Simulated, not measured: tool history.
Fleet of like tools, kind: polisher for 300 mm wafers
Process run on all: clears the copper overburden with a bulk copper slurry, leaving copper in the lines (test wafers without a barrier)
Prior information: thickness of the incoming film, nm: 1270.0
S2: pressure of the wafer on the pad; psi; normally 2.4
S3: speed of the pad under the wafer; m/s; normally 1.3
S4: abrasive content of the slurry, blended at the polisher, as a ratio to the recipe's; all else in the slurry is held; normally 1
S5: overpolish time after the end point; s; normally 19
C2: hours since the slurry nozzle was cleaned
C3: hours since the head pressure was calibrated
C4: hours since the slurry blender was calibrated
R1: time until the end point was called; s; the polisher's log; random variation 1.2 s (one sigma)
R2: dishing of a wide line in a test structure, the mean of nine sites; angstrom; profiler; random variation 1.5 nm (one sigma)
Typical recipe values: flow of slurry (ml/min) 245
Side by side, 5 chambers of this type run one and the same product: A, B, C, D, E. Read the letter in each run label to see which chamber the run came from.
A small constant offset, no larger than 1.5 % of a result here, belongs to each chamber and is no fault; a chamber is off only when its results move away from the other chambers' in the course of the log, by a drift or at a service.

{"run": "1A", "hour": 10.2, "flow of slurry (ml/min)": 245, "S2": 2.4, "S3": 1.3, "S4": 1, "S5": 19, "wafers polished on this pad": 356, "C2": 198.7, "C3": 120.3, "C4": 221.2, "R1": 148.77, "R2": 803.48}
{"run": "2C", "hour": 18.5, "flow of slurry (ml/min)": 245, "S2": 2.4, "S3": 1.3, "S4": 1, "S5": 19, "wafers polished on this pad": 824, "C2": 238.5, "C3": 96, "C4": 177.9, "R1": 146.08, "R2": 796.85}
{"run": "3E", "hour": 25.4, "flow of slurry (ml/min)": 245, "S2": 2.4, "S3": 1.3, "S4": 1, "S5": 19, "wafers polished on this pad": 556, "C2": 66.5, "C3": 795.9, "C4": 189.6, "R1": 144.82, "R2": 790.5}
{"hour": 30.1, "done": "chamber C: worn pad replaced by a new one"}
{"hour": 33.2, "done": "chamber D: worn pad replaced by a new one"}
{"run": "4D", "hour": 37.8, "flow of slurry (ml/min)": 245, "S2": 2.4, "S3": 1.3, "S4": 1, "S5": 19, "wafers polished on this pad": 41, "C2": 357, "C3": 574.3, "C4": 62.5, "R1": 146.73, "R2": 797.67}
{"run": "5B", "hour": 48.2, "flow of slurry (ml/min)": 245, "S2": 2.4, "S3": 1.3, "S4": 1, "S5": 24, "wafers polished on this pad": 769, "C2": 722.2, "C3": 957, "C4": 160.1, "R1": 144.9, "R2": 862.95}
{"hour": 58.4, "done": "chamber E: worn pad replaced by a new one"}
{"run": "6B", "hour": 59.6, "flow of slurry (ml/min)": 245, "S2": 2.4, "S3": 1.3, "S4": 1, "S5": 24, "wafers polished on this pad": 871, "C2": 733.6, "C3": 968.4, "C4": 171.5, "R1": 144.31, "R2": 879.25}
{"hour": 62.5, "done": "chamber A: slurry nozzle cleaned"}
{"run": "7C", "hour": 70.0, "flow of slurry (ml/min)": 245, "S2": 2.4, "S3": 1.3, "S4": 1, "S5": 24, "wafers polished on this pad": 357, "C2": 290, "C3": 147.5, "C4": 229.4, "R1": 145.13, "R2": 896.31}
{"run": "8D", "hour": 76.0, "flow of slurry (ml/min)": 245, "S2": 2.4, "S3": 1.3, "S4": 1, "S5": 24, "wafers polished on this pad": 384, "C2": 395.2, "C3": 612.5, "C4": 100.7, "R1": 147.13, "R2": 895.04}
{"hour": 83.2, "done": "chamber A: worn pad replaced by a new one"}
{"run": "9E", "hour": 85.9, "flow of slurry (ml/min)": 245, "S2": 2.4, "S3": 1.3, "S4": 1, "S5": 24, "wafers polished on this pad": 246, "C2": 127, "C3": 856.4, "C4": 250.1, "R1": 145.62, "R2": 894.2}
{"hour": 90.2, "done": "chamber C: slurry blender recalibrated"}
{"hour": 90.9, "done": "chamber B: worn pad replaced by a new one"}
{"hour": 93.7, "done": "chamber E: slurry blender recalibrated"}
{"run": "10A", "hour": 98.1, "flow of slurry (ml/min)": 245, "S2": 2.4, "S3": 1.3, "S4": 1, "S5": 19, "wafers polished on this pad": 134, "C2": 35.6, "C3": 208.2, "C4": 309.1, "R1": 146.9, "R2": 756.66}
{"run": "11A", "hour": 107.7, "flow of slurry (ml/min)": 295, "S2": 2.9, "S3": 1.3, "S4": 1, "S5": 19, "wafers polished on this pad": 220, "C2": 45.2, "C3": 217.8, "C4": 318.7, "R1": 118.71, "R2": 867.05}
{"hour": 112.5, "done": "chamber D: slurry blender recalibrated"}
{"run": "12B", "hour": 117.1, "flow of slurry (ml/min)": 295, "S2": 2.9, "S3": 1.3, "S4": 1, "S5": 19, "wafers polished on this pad": 235, "C2": 791.1, "C3": 1025.9, "C4": 229, "R1": 118.4, "R2": 915.97}
{"hour": 122.6, "done": "chamber C: worn pad replaced by a new one"}
{"run": "13C", "hour": 129.1, "flow of slurry (ml/min)": 295, "S2": 2.9, "S3": 1.3, "S4": 1, "S5": 19, "wafers polished on this pad": 58, "C2": 349.1, "C3": 206.6, "C4": 38.9, "R1": 118.22, "R2": 912.7}
{"run": "14D", "hour": 135.2, "flow of slurry (ml/min)": 295, "S2": 2.9, "S3": 1.3, "S4": 1, "S5": 19, "wafers polished on this pad": 914, "C2": 454.4, "C3": 671.7, "C4": 22.7, "R1": 117.27, "R2": 889.1}
{"run": "15E", "hour": 146.3, "flow of slurry (ml/min)": 295, "S2": 2.9, "S3": 1.3, "S4": 1, "S5": 19, "wafers polished on this pad": 787, "C2": 187.4, "C3": 916.8, "C4": 52.6, "R1": 118.51, "R2": 920.62}
{"hour": 150.4, "done": "chamber B: slurry nozzle cleaned"}
{"hour": 152.0, "done": "chamber E: worn pad replaced by a new one"}
{"run": "16B", "hour": 153.7, "flow of slurry (ml/min)": 185, "S2": 2.4, "S3": 1.3, "S4": 1, "S5": 15, "wafers polished on this pad": 563, "C2": 3.3, "C3": 1062.5, "C4": 265.6, "R1": 150.22, "R2": 682.1}
{"run": "17A", "hour": 162.0, "flow of slurry (ml/min)": 185, "S2": 2.4, "S3": 1.3, "S4": 1, "S5": 15, "wafers polished on this pad": 707, "C2": 99.5, "C3": 272.1, "C4": 373, "R1": 151.53, "R2": 687.96}
{"hour": 162.6, "done": "chamber D: worn pad replaced by a new one"}
{"run": "18E", "hour": 170.1, "flow of slurry (ml/min)": 185, "S2": 2.4, "S3": 1.3, "S4": 1, "S5": 15, "wafers polished on this pad": 162, "C2": 211.2, "C3": 940.6, "C4": 76.4, "R1": 150.38, "R2": 668.73}
{"hour": 172.4, "done": "chamber A: slurry blender recalibrated"}
{"run": "19C", "hour": 178.0, "flow of slurry (ml/min)": 185, "S2": 2.4, "S3": 1.3, "S4": 1, "S5": 15, "wafers polished on this pad": 496, "C2": 398, "C3": 255.5, "C4": 87.8, "R1": 153.68, "R2": 666.33}
{"run": "20D", "hour": 186.3, "flow of slurry (ml/min)": 185, "S2": 2.4, "S3": 1.3, "S4": 1, "S5": 15, "wafers polished on this pad": 212, "C2": 505.5, "C3": 722.8, "C4": 73.8, "R1": 150.73, "R2": 653.22}
{"hour": 187.4, "done": "chamber A: worn pad replaced by a new one"}
{"run": "21E", "hour": 197.8, "flow of slurry (ml/min)": 245, "S2": 2.4, "S3": 1.3, "S4": 1, "S5": 19, "wafers polished on this pad": 410, "C2": 238.9, "C3": 968.3, "C4": 104.1, "R1": 142.97, "R2": 767.07}
{"hour": 204.2, "done": "chamber B: slurry blender recalibrated"}
{"run": "22C", "hour": 208.0, "flow of slurry (ml/min)": 245, "S2": 2.4, "S3": 1, "S4": 1, "S5": 19, "wafers polished on this pad": 765, "C2": 428, "C3": 285.5, "C4": 117.8, "R1": 191.47, "R2": 643.22}
{"run": "23B", "hour": 217.1, "flow of slurry (ml/min)": 245, "S2": 2.4, "S3": 1, "S4": 1, "S5": 19, "wafers polished on this pad": 1131, "C2": 66.7, "C3": 1125.9, "C4": 13, "R1": 186.82, "R2": 702.02}
{"hour": 224.7, "done": "chamber B: worn pad replaced by a new one"}
{"run": "24A", "hour": 224.7, "flow of slurry (ml/min)": 245, "S2": 2.4, "S3": 1, "S4": 1, "S5": 19, "wafers polished on this pad": 334, "C2": 162.2, "C3": 334.8, "C4": 52.3, "R1": 190.16, "R2": 693.48}
{"hour": 226.1, "done": "chamber C: worn pad replaced by a new one"}
{"run": "25D", "hour": 232.9, "flow of slurry (ml/min)": 245, "S2": 2.4, "S3": 1, "S4": 1, "S5": 19, "wafers polished on this pad": 630, "C2": 552.1, "C3": 769.4, "C4": 120.4, "R1": 191.38, "R2": 703.17}
{"run": "26E", "hour": 244.8, "flow of slurry (ml/min)": 245, "S2": 2.4, "S3": 1, "S4": 1, "S5": 19, "wafers polished on this pad": 832, "C2": 285.9, "C3": 1015.3, "C4": 151.1, "R1": 186.27, "R2": 670.09}
{"hour": 247.7, "done": "chamber E: worn pad replaced by a new one"}
{"run": "27D", "hour": 254.1, "flow of slurry (ml/min)": 245, "S2": 2.4, "S3": 1.3, "S4": 1, "S5": 19, "wafers polished on this pad": 820, "C2": 573.3, "C3": 790.6, "C4": 141.6, "R1": 147.89, "R2": 793.24}
{"hour": 256.5, "done": "chamber B: head pressure recalibrated"}
{"hour": 256.6, "done": "chamber D: slurry blender recalibrated"}
{"run": "28B", "hour": 262.8, "flow of slurry (ml/min)": 245, "S2": 2.4, "S3": 1.56, "S4": 1, "S5": 24, "wafers polished on this pad": 341, "C2": 112.4, "C3": 6.3, "C4": 58.7, "R1": 119.68, "R2": 952.95}
{"run": "29C", "hour": 274.7, "flow of slurry (ml/min)": 245, "S2": 2.4, "S3": 1.56, "S4": 1, "S5": 24, "wafers polished on this pad": 436, "C2": 494.7, "C3": 352.2, "C4": 184.5, "R1": 124.68, "R2": 931.42}
{"hour": 278.6, "done": "chamber D: worn pad replaced by a new one"}
{"hour": 278.9, "done": "chamber A: worn pad replaced by a new one"}
{"run": "30A", "hour": 283.5, "flow of slurry (ml/min)": 245, "S2": 2.4, "S3": 1.56, "S4": 1, "S5": 24, "wafers polished on this pad": 41, "C2": 221, "C3": 393.6, "C4": 111.1, "R1": 122.73, "R2": 935.73}
{"run": "31B", "hour": 289.3, "flow of slurry (ml/min)": 245, "S2": 2.4, "S3": 1.56, "S4": 1, "S5": 24, "wafers polished on this pad": 579, "C2": 138.9, "C3": 32.8, "C4": 85.2, "R1": 121.45, "R2": 931.89}
{"hour": 292.9, "done": "chamber E: slurry blender recalibrated"}
{"run": "32D", "hour": 297.5, "flow of slurry (ml/min)": 245, "S2": 2.4, "S3": 1.56, "S4": 1, "S5": 24, "wafers polished on this pad": 169, "C2": 616.7, "C3": 834, "C4": 41, "R1": 121.11, "R2": 947.79}
{"run": "33A", "hour": 306.6, "flow of slurry (ml/min)": 245, "S2": 2.4, "S3": 1.3, "S4": 1, "S5": 19, "wafers polished on this pad": 248, "C2": 244.1, "C3": 416.7, "C4": 134.2, "R1": 148, "R2": 803.87}
{"run": "34E", "hour": 314.8, "flow of slurry (ml/min)": 245, "S2": 2.4, "S3": 1.3, "S4": 1, "S5": 19, "wafers polished on this pad": 601, "C2": 355.9, "C3": 1085.3, "C4": 22, "R1": 143.92, "R2": 806.38}

Read the log: is a single chamber off, either drifting away or since a service, is the gauge that measures every chamber drifting, or is nothing wrong beyond small per-chamber offsets? Name any odd chamber and what most likely caused it.

Chamber C drifts away from the others.
Likeliest cause: slurry flow missing at the pad, % = 38.4.
It could be hard to tell apart here from: head's pressure below its setpoint, %; abrasive missing from the slurry, %.

Below are 4 candidate recipes for chamber C's next run, each the usual settings with a change, their results shown as question marks. Which of them brings C's results back in line with what the other chambers give on the usual settings?
Allowed miss from the other chambers' usual-settings mean, per result, to count as in line: R1 4.1 s; R2 53 angstrom
{"run": "35C-1", "hour": 323.6, "flow of slurry (ml/min)": 245, "S2": 2.5, "S3": 1.34, "S4": 1, "S5": 19, "R1": "?", "R2": "?"}
{"run": "35C-2", "hour": 323.6, "flow of slurry (ml/min)": 245, "S2": 2.4, "S3": 1.32, "S4": 1, "S5": 19, "R1": "?", "R2": "?"}
{"run": "35C-3", "hour": 323.6, "flow of slurry (ml/min)": 245, "S2": 2.4, "S3": 1.28, "S4": 1, "S5": 19, "R1": "?", "R2": "?"}
{"run": "35C-4", "hour": 323.6, "flow of slurry (ml/min)": 245, "S2": 2.3, "S3": 1.26, "S4": 1, "S5": 19, "R1": "?", "R2": "?"}

The other chambers' mean on the usual settings: R1 145.44 s; R2 791.51 angstrom
run=35C-1 R1=144.69 R2=797.2
run=35C-2 R1=152.96 R2=767.07
run=35C-3 R1=157.81 R2=753.78
run=35C-4 R1=167.24 R2=723.3
With 35C-1, the chamber falls back in line with the rest.
